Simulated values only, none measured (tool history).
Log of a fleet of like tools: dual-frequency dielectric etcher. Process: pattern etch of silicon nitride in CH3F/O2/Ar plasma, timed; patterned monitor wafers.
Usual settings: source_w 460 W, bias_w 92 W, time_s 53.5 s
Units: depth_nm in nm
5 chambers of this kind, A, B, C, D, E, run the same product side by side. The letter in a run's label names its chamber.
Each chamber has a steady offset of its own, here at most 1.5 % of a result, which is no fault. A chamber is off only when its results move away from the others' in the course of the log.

run,hour,source_w,bias_w,time_s,"read-back reference wafer on the same gauge, depth_nm",depth_nm
1E,4,460,92,53.5,41.893,43.304
2A,7.4,460,92,53.5,41.903,43.123
3B,10.8,460,92,53.5,41.92,43.033
4D,16,460,92,53.5,41.922,42.686
5C,22,460,92,53.5,41.922,43.538
6C,28.5,460,92,53.5,41.934,43.649
# hour 29.2: chamber C: wet clean of the chamber
7E,33.3,460,92,53.5,41.94,43.207
8D,39.1,460,92,53.5,41.934,42.842
9B,42.3,460,110,61,41.95,52.605
10A,48.3,460,110,61,41.951,52.717
11D,52.8,460,110,61,41.963,52.19
12A,56.4,460,110,61,41.964,52.571
13B,61.2,460,110,61,41.97,52.382
14E,64.1,460,92,53.5,41.975,43.311
15C,68.8,460,92,53.5,41.981,43.677
16C,74.3,460,109,63,41.987,54.692
17E,79.1,460,109,63,41.989,54.359
18A,83.3,460,109,63,42.003,54.095
19B,87,460,109,63,41.989,54.12
20D,91.7,460,109,63,42,53.649
21E,96.3,460,92,53.5,42.011,43.414
22B,100.8,460,92,53.5,42.036,43.141
23A,106.1,460,92,53.5,42.03,43.336
24C,111.8,460,113,53.5,42.032,47.084
25D,115.3,460,113,53.5,42.025,46.216
26A,118.9,460,113,53.5,42.026,46.724
27D,122.8,460,113,53.5,42.05,46.224
28B,126.5,460,113,53.5,42.044,46.684
29E,130.5,460,70,68,42.047,50.232
30C,136.6,460,70,68,42.064,50.562
31A,141.2,460,70,68,42.065,50.027
32B,146,460,70,68,42.071,50.023
33D,151.9,460,70,68,42.076,49.612
34C,156.7,460,92,53.5,42.069,43.827
35E,160.1,460,92,53.5,42.071,43.336
36A,166.3,460,92,53.5,42.09,43.385
37D,171,460,92,53.5,42.102,42.864
# hour 177: chamber B: wet clean of the chamber
38B,177.1,460,92,53.5,42.098,43.218
39E,180.1,460,92,66.5,42.106,54.031
40C,186.4,460,92,66.5,42.107,54.513

All 5 chambers run these settings next. Forecast each chamber's results:
41A,191.1,560,92,53.5,,?
41B,191.1,560,92,53.5,,?
41C,191.1,560,92,53.5,,?
41D,191.1,560,92,53.5,,?
41E,191.1,560,92,53.5,,?

run,depth_nm
41A,46.65
41B,46.577
41C,47.089
41D,46.344
41E,46.925
